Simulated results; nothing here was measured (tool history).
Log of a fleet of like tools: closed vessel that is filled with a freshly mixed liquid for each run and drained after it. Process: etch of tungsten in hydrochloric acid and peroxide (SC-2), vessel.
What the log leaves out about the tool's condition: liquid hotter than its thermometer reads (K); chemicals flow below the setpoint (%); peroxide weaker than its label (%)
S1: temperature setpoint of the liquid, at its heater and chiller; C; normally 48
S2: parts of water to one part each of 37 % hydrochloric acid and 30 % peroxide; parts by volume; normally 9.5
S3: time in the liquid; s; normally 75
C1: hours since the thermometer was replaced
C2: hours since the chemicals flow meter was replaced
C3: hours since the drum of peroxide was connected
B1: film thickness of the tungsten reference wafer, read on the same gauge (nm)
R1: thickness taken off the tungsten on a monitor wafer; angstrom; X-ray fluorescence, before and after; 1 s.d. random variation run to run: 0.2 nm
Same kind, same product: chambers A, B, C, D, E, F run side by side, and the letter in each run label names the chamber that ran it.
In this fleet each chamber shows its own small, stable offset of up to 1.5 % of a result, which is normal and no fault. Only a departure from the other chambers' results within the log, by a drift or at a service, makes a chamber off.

| run | hour | S1 | S2 | S3 | C1 | C2 | C3 | B1 | R1 |
|---|---|---|---|---|---|---|---|---|---|
| 1D | 7.3 | 48 | 9.5 | 75 | 2208.2 | 816.3 | 116.5 | 39.994 | 218.38 |
|  | 9.8 | chamber C: thermometer replaced |
| 2A | 13.7 | 48 | 9.5 | 75 | 569.8 | 1158.8 | 863 | 40.015 | 216.54 |
| 3C | 18.4 | 48 | 9.5 | 75 | 8.6 | 28.9 | 31.5 | 40.008 | 215.33 |
| 4E | 26.1 | 48 | 9.5 | 75 | 1385.5 | 571.7 | 421.4 | 40.009 | 216.28 |
| 5F | 31.3 | 48 | 9.5 | 75 | 547.2 | 279.1 | 331.1 | 40.018 | 216.85 |
|  | 33.5 | chamber D: chemicals flow meter replaced |
| 6B | 35.9 | 48 | 9.5 | 75 | 256.8 | 434.4 | 201.5 | 40.003 | 219.26 |
| 7D | 41 | 48 | 9.5 | 75 | 2241.9 | 7.5 | 150.2 | 40.038 | 216.68 |
| 8F | 47.6 | 48 | 9.5 | 75 | 563.5 | 295.4 | 347.4 | 39.964 | 220.69 |
| 9A | 54.9 | 48 | 9.5 | 75 | 611 | 1200 | 904.2 | 40.007 | 219.67 |
| 10C | 59.3 | 48 | 9.5 | 75 | 49.5 | 69.8 | 72.4 | 40.007 | 220.51 |
| 11B | 67.4 | 48 | 9.5 | 75 | 288.3 | 465.9 | 233 | 40.011 | 216.15 |
| 12E | 71.9 | 48 | 9.5 | 75 | 1431.3 | 617.5 | 467.2 | 39.978 | 216.8 |
| 13D | 75.9 | 48 | 9.5 | 75 | 2276.8 | 42.4 | 185.1 | 39.996 | 215.9 |
|  | 82.8 | chamber A: thermometer replaced |
| 14B | 83.6 | 48 | 9.5 | 75 | 304.5 | 482.1 | 249.2 | 40.034 | 217.02 |
|  | 85.7 | chamber E: new drum of peroxide connected |
| 15E | 89.5 | 48 | 9.5 | 75 | 1448.9 | 635.1 | 3.9 | 40.041 | 215.77 |
|  | 91.7 | chamber A: new drum of peroxide connected |
| 16F | 96.9 | 39.5 | 9.5 | 50 | 612.8 | 344.7 | 396.7 | 39.993 | 80.529 |
| 17C | 100.9 | 39.5 | 9.5 | 50 | 91.1 | 111.4 | 114 | 40.015 | 80.537 |
|  | 103.5 | chamber B: chemicals flow meter replaced |
| 18A | 106.3 | 39.5 | 9.5 | 50 | 23.5 | 1251.4 | 14.6 | 39.993 | 80.429 |
| 19F | 112.9 | 39.5 | 9.5 | 50 | 628.8 | 360.7 | 412.7 | 40.002 | 79.909 |
| 20C | 120 | 39.5 | 9.5 | 50 | 110.2 | 130.5 | 133.1 | 39.987 | 79.901 |
| 21B | 125.4 | 39.5 | 9.5 | 50 | 346.3 | 22 | 291 | 40.018 | 79.18 |
| 22D | 133.1 | 52 | 5 | 75 | 2334 | 99.6 | 242.3 | 39.996 | 466.91 |
| 23E | 137 | 52 | 5 | 75 | 1496.4 | 682.6 | 51.4 | 40.024 | 468.28 |
| 24A | 141.4 | 52 | 5 | 75 | 58.6 | 1286.5 | 49.7 | 40.01 | 483.16 |
| 25F | 146.3 | 52 | 5 | 75 | 662.2 | 394.1 | 446.1 | 40.017 | 451.08 |
| 26B | 150.6 | 52 | 5 | 75 | 371.5 | 47.2 | 316.2 | 40.02 | 477.5 |
| 27C | 154.5 | 52 | 5 | 75 | 144.7 | 165 | 167.6 | 40.002 | 464.84 |
| 28D | 161.3 | 48 | 9.5 | 75 | 2362.2 | 127.8 | 270.5 | 39.98 | 220.95 |
| 29A | 165.4 | 48 | 9.5 | 75 | 82.6 | 1310.5 | 73.7 | 39.966 | 219.87 |
| 30E | 169.4 | 48 | 9.5 | 75 | 1528.8 | 715 | 83.8 | 40.035 | 218.76 |
| 31A | 173.2 | 48 | 9.5 | 75 | 90.4 | 1318.3 | 81.5 | 40.002 | 215.87 |
| 32F | 180.7 | 48 | 9.5 | 75 | 696.6 | 428.5 | 480.5 | 40 | 207.61 |
| 33B | 187.9 | 48 | 9.5 | 75 | 408.8 | 84.5 | 353.5 | 40.005 | 216.63 |
| 34D | 191.7 | 48 | 9.5 | 75 | 2392.6 | 158.2 | 300.9 | 39.962 | 217.21 |
|  | 197.7 | chamber A: chemicals flow meter replaced |
|  | 199.8 | chamber D: new drum of peroxide connected |
| 35C | 199.9 | 48 | 9.5 | 75 | 190.1 | 210.4 | 213 | 40.009 | 215.76 |
| 36E | 203.6 | 48 | 9.5 | 75 | 1563 | 749.2 | 118 | 40.014 | 217.71 |
| 37C | 208.5 | 48 | 9.5 | 75 | 198.7 | 219 | 221.6 | 39.991 | 215.79 |
| 38D | 213.9 | 48 | 9.5 | 75 | 2414.8 | 180.4 | 14.1 | 39.99 | 217.81 |
| 39E | 219.7 | 48 | 9.5 | 75 | 1579.1 | 765.3 | 134.1 | 39.991 | 218.26 |
|  | 223.5 | chamber F: new drum of peroxide connected |
| 40B | 225.6 | 48 | 9.5 | 75 | 446.5 | 122.2 | 391.2 | 39.985 | 218.27 |
| 41A | 232.6 | 48 | 9.5 | 75 | 149.8 | 34.9 | 140.9 | 40.028 | 217.4 |
| 42F | 240.3 | 48 | 9.5 | 75 | 756.2 | 488.1 | 16.8 | 40 | 195.25 |
| 43D | 244.4 | 48 | 9.5 | 75 | 2445.3 | 210.9 | 44.6 | 40.009 | 215.71 |
| 44B | 250.6 | 48 | 9.5 | 75 | 471.5 | 147.2 | 416.2 | 39.996 | 216.76 |

Next, all 6 chambers run the settings below, one line each with question marks for the results. What does each chamber give?
| 45A | 256.7 | 48 | 9.5 | 75 |  |  |  |  | ? |
| 45B | 256.7 | 48 | 9.5 | 75 |  |  |  |  | ? |
| 45C | 256.7 | 48 | 9.5 | 75 |  |  |  |  | ? |
| 45D | 256.7 | 48 | 9.5 | 75 |  |  |  |  | ? |
| 45E | 256.7 | 48 | 9.5 | 75 |  |  |  |  | ? |
| 45F | 256.7 | 48 | 9.5 | 75 |  |  |  |  | ? |

| run | R1 |
|---|---|
| 45A | 216.23 |
| 45B | 217.51 |
| 45C | 217.06 |
| 45D | 217.42 |
| 45E | 218.87 |
| 45F | 195.34 |
